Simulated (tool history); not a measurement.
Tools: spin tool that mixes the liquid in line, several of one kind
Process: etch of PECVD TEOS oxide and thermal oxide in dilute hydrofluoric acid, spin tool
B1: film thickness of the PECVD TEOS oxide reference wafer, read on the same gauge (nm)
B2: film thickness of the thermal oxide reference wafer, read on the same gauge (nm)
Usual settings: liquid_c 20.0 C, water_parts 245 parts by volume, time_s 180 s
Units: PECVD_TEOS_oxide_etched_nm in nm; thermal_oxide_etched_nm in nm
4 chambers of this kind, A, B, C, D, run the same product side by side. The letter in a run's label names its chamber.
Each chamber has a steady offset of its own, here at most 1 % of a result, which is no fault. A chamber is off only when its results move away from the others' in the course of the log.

Run 1C, hour 3.7: usual settings; B1 70.002; B2 139.96. Result: PECVD_TEOS_oxide_etched_nm 6.0199 nm, thermal_oxide_etched_nm 2.5084 nm.
Run 2A, hour 8.1: usual settings; B1 70.000; B2 139.97. Result: PECVD_TEOS_oxide_etched_nm 6.1006 nm, thermal_oxide_etched_nm 2.5174 nm.
Run 3D, hour 12.4: usual settings; B1 70.006; B2 139.98. Result: PECVD_TEOS_oxide_etched_nm 6.1123 nm, thermal_oxide_etched_nm 2.5846 nm.
Run 4B, hour 15.2: usual settings; B1 69.962; B2 139.97. Result: PECVD_TEOS_oxide_etched_nm 6.1983 nm, thermal_oxide_etched_nm 2.5715 nm.
Run 5B, hour 18.2: usual settings; B1 70.014; B2 140.01. Result: PECVD_TEOS_oxide_etched_nm 6.0538 nm, thermal_oxide_etched_nm 2.5629 nm.
Run 6D, hour 21.3: usual settings but time_s 120 s; B1 69.991; B2 140.02. Result: PECVD_TEOS_oxide_etched_nm 4.0975 nm, thermal_oxide_etched_nm 1.6949 nm.
Run 7A, hour 24.9: usual settings but time_s 120 s; B1 70.001; B2 139.95. Result: PECVD_TEOS_oxide_etched_nm 4.0015 nm, thermal_oxide_etched_nm 1.7014 nm.
Run 8C, hour 28.2: usual settings but time_s 120 s; B1 69.993; B2 139.97. Result: PECVD_TEOS_oxide_etched_nm 4.0978 nm, thermal_oxide_etched_nm 1.7224 nm.
Run 9C, hour 31.1: usual settings but time_s 120 s; B1 69.987; B2 139.99. Result: PECVD_TEOS_oxide_etched_nm 4.0695 nm, thermal_oxide_etched_nm 1.7037 nm.
Run 10D, hour 33.5: usual settings; B1 69.976; B2 140.02. Result: PECVD_TEOS_oxide_etched_nm 6.2624 nm, thermal_oxide_etched_nm 2.5108 nm.
Run 11B, hour 35.7: usual settings; B1 70.019; B2 140.05. Result: PECVD_TEOS_oxide_etched_nm 6.0582 nm, thermal_oxide_etched_nm 2.5207 nm.
Run 12A, hour 38.6: usual settings; B1 69.997; B2 140.04. Result: PECVD_TEOS_oxide_etched_nm 6.0296 nm, thermal_oxide_etched_nm 2.5375 nm.
Run 13B, hour 41.9: usual settings; B1 69.999; B2 140.01. Result: PECVD_TEOS_oxide_etched_nm 6.0964 nm, thermal_oxide_etched_nm 2.6287 nm.
Run 14A, hour 43.8: usual settings; B1 70.009; B2 140.03. Result: PECVD_TEOS_oxide_etched_nm 6.2074 nm, thermal_oxide_etched_nm 2.5182 nm.
Run 15D, hour 46.4: usual settings; B1 70.005; B2 140.02. Result: PECVD_TEOS_oxide_etched_nm 6.1544 nm, thermal_oxide_etched_nm 2.5507 nm.
Run 16C, hour 50.9: usual settings; B1 70.027; B2 140.00. Result: PECVD_TEOS_oxide_etched_nm 6.1383 nm, thermal_oxide_etched_nm 2.4679 nm.
Run 17D, hour 54.0: usual settings; B1 70.027; B2 139.99. Result: PECVD_TEOS_oxide_etched_nm 6.1782 nm, thermal_oxide_etched_nm 2.5389 nm.
At hour 54.7: chamber C: thermometer replaced.
Run 18C, hour 57.5: usual settings; B1 69.980; B2 139.99. Result: PECVD_TEOS_oxide_etched_nm 6.1053 nm, thermal_oxide_etched_nm 2.5352 nm.
Run 19B, hour 61.4: usual settings; B1 70.039; B2 140.00. Result: PECVD_TEOS_oxide_etched_nm 6.1012 nm, thermal_oxide_etched_nm 2.6278 nm.
Run 20A, hour 63.6: usual settings; B1 70.001; B2 139.98. Result: PECVD_TEOS_oxide_etched_nm 6.3252 nm, thermal_oxide_etched_nm 2.6696 nm.
Run 21C, hour 66.3: usual settings but liquid_c 23.5 C, water_parts 285 parts by volume; B1 69.969; B2 140.03. Result: PECVD_TEOS_oxide_etched_nm 5.8022 nm, thermal_oxide_etched_nm 2.3710 nm.
Run 22D, hour 70.4: usual settings but liquid_c 23.5 C, water_parts 285 parts by volume; B1 70.014; B2 139.96. Result: PECVD_TEOS_oxide_etched_nm 5.8553 nm, thermal_oxide_etched_nm 2.4500 nm.
Run 23A, hour 72.6: usual settings but liquid_c 23.5 C, water_parts 285 parts by volume; B1 69.994; B2 139.97. Result: PECVD_TEOS_oxide_etched_nm 5.8767 nm, thermal_oxide_etched_nm 2.5032 nm.
Run 24B, hour 74.8: usual settings but liquid_c 23.5 C, water_parts 285 parts by volume; B1 69.998; B2 140.01. Result: PECVD_TEOS_oxide_etched_nm 5.7170 nm, thermal_oxide_etched_nm 2.3306 nm.
Run 25C, hour 79.1: usual settings; B1 70.013; B2 140.06. Result: PECVD_TEOS_oxide_etched_nm 6.0329 nm, thermal_oxide_etched_nm 2.5139 nm.
Run 26A, hour 82.9: usual settings but liquid_c 17.0 C, time_s 230 s; B1 69.986; B2 140.03. Result: PECVD_TEOS_oxide_etched_nm 7.3164 nm, thermal_oxide_etched_nm 3.0655 nm.
Run 27D, hour 85.9: usual settings but liquid_c 17.0 C, time_s 230 s; B1 69.993; B2 139.95. Result: PECVD_TEOS_oxide_etched_nm 7.0385 nm, thermal_oxide_etched_nm 2.9426 nm.
Run 28B, hour 88.6: usual settings but liquid_c 17.0 C, time_s 230 s; B1 69.999; B2 139.96. Result: PECVD_TEOS_oxide_etched_nm 6.9408 nm, thermal_oxide_etched_nm 2.8808 nm.

Is one chamber off against the others, does the gauge drift, or is nothing wrong? If a chamber is off, say which, and what the likeliest cause is.

Chamber A drifts away from the others.
Cause: liquid hotter than its thermometer reads (K) = 1.7.
The log may not tell that from: hydrofluoric acid flow above the setpoint (%).

Here are 4 candidates for chamber A's next run, each the usual settings with a change, their results left as question marks. Which one brings its results back in line with what the others give on the usual settings?
In line means no further than this from the other chambers' mean on the usual settings: PECVD_TEOS_oxide_etched_nm 0.1800 nm; thermal_oxide_etched_nm 0.1400 nm
Run 29A-1, hour 91.9: usual settings but water_parts 250 parts by volume, time_s 175 s. Result: PECVD_TEOS_oxide_etched_nm ?, thermal_oxide_etched_nm ?.
Run 29A-2, hour 91.9: usual settings but water_parts 255 parts by volume, time_s 170 s. Result: PECVD_TEOS_oxide_etched_nm ?, thermal_oxide_etched_nm ?.
Run 29A-3, hour 91.9: usual settings but water_parts 240 parts by volume, time_s 185 s. Result: PECVD_TEOS_oxide_etched_nm ?, thermal_oxide_etched_nm ?.
Run 29A-4, hour 91.9: usual settings but water_parts 235 parts by volume, time_s 190 s. Result: PECVD_TEOS_oxide_etched_nm ?, thermal_oxide_etched_nm ?.

The other chambers' mean on the usual settings: PECVD_TEOS_oxide_etched_nm 6.1199 nm; thermal_oxide_etched_nm 2.5445 nm
  run  PECVD_TEOS_oxide_etched_nm  thermal_oxide_etched_nm
29A-1                      6.1319                   2.5824
29A-2                      5.8128                   2.4480
29A-3                      6.8164                   2.8707
29A-4                      7.1832                   3.0252
29A-1 brings the chamber back in line.
